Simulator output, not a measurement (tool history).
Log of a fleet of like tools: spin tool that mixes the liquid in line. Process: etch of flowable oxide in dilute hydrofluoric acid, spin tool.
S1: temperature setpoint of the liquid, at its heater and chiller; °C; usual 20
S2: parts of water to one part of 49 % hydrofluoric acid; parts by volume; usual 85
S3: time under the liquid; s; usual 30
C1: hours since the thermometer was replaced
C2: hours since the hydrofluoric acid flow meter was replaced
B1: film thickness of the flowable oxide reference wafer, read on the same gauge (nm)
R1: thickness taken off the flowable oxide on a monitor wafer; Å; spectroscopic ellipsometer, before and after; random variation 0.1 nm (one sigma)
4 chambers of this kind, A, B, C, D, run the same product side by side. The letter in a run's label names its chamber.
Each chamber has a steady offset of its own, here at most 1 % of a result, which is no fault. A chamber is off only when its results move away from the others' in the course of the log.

Run 1D, hour 6: usual settings; C1 932.3; C2 573.9; B1 59.985. Result: R1 137.22 Å.
Run 2B, hour 16.6: usual settings; C1 443.9; C2 290; B1 60.031. Result: R1 137.11 Å.
Run 3A, hour 27.2: usual settings; C1 1177; C2 1318.4; B1 59.977. Result: R1 137.89 Å.
Run 4C, hour 34.6: usual settings; C1 456.4; C2 869.8; B1 60.013. Result: R1 137.52 Å.
Run 5B, hour 45.1: usual settings; C1 472.4; C2 318.5; B1 60.006. Result: R1 136.06 Å.
Run 6D, hour 51.8: usual settings; C1 978.1; C2 619.7; B1 59.993. Result: R1 135.53 Å.
Run 7A, hour 60.8: usual settings; C1 1210.6; C2 1352; B1 60.001. Result: R1 137.1 Å.
Run 8C, hour 69.4: usual settings; C1 491.2; C2 904.6; B1 59.986. Result: R1 134.55 Å.
Run 9B, hour 77.6: usual settings; C1 504.9; C2 351; B1 60.018. Result: R1 136.09 Å.
Run 10A, hour 86.8: usual settings; C1 1236.6; C2 1378; B1 59.996. Result: R1 136.15 Å.
Run 11D, hour 97: usual settings; C1 1023.3; C2 664.9; B1 59.985. Result: R1 135.38 Å.
Run 12C, hour 107: usual settings; C1 528.8; C2 942.2; B1 60.001. Result: R1 132.85 Å.
Run 13C, hour 115.6: usual settings; C1 537.4; C2 950.8; B1 59.974. Result: R1 132.2 Å.
Run 14A, hour 124.3: usual settings; C1 1274.1; C2 1415.5; B1 60.02. Result: R1 136.99 Å.
Run 15D, hour 133.2: usual settings; C1 1059.5; C2 701.1; B1 59.999. Result: R1 136.95 Å.
Run 16B, hour 139.2: usual settings; C1 566.5; C2 412.6; B1 60.005. Result: R1 137.09 Å.
Run 17D, hour 146: usual settings but S3 25 s; C1 1072.3; C2 713.9; B1 60.03. Result: R1 112.07 Å.
Run 18A, hour 153.4: usual settings but S3 25 s; C1 1303.2; C2 1444.6; B1 60.002. Result: R1 115.26 Å.
Run 19B, hour 164.5: usual settings but S3 25 s; C1 591.8; C2 437.9; B1 59.982. Result: R1 113.62 Å.
Run 20C, hour 172.8: usual settings but S3 25 s; C1 594.6; C2 1008; B1 59.984. Result: R1 108 Å.
Run 21C, hour 183: usual settings; C1 604.8; C2 1018.2; B1 59.99. Result: R1 128.67 Å.
Run 22A, hour 188: usual settings; C1 1337.8; C2 1479.2; B1 59.976. Result: R1 137.76 Å.
Run 23B, hour 195.6: usual settings but S1 23.5 °C; C1 622.9; C2 469; B1 59.988. Result: R1 158.52 Å.
Run 24D, hour 202.5: usual settings but S1 23.5 °C; C1 1128.8; C2 770.4; B1 60. Result: R1 156.65 Å.
Run 25B, hour 210: usual settings but S1 23.5 °C; C1 637.3; C2 483.4; B1 59.999. Result: R1 157.32 Å.
Run 26D, hour 220.7: usual settings but S1 23.5 °C; C1 1147; C2 788.6; B1 59.999. Result: R1 156.28 Å.
Run 27C, hour 227.2: usual settings but S1 21.5 °C, S2 65 parts by volume; C1 649; C2 1062.4; B1 59.997. Result: R1 181.93 Å.
Run 28A, hour 232.4: usual settings but S1 21.5 °C, S2 65 parts by volume; C1 1382.2; C2 1523.6; B1 60.034. Result: R1 192.61 Å.
Run 29A, hour 240.5: usual settings but S1 21.5 °C, S2 65 parts by volume; C1 1390.3; C2 1531.7; B1 59.983. Result: R1 194.03 Å.

Next, every chamber runs the same settings. What will each give?
Run 30A, hour 248.5: usual settings. Result: R1 ?.
Run 30B, hour 248.5: usual settings. Result: R1 ?.
Run 30C, hour 248.5: usual settings. Result: R1 ?.
Run 30D, hour 248.5: usual settings. Result: R1 ?.

run      R1
30A  137.69
30B   136.8
30C  125.53
30D  136.43
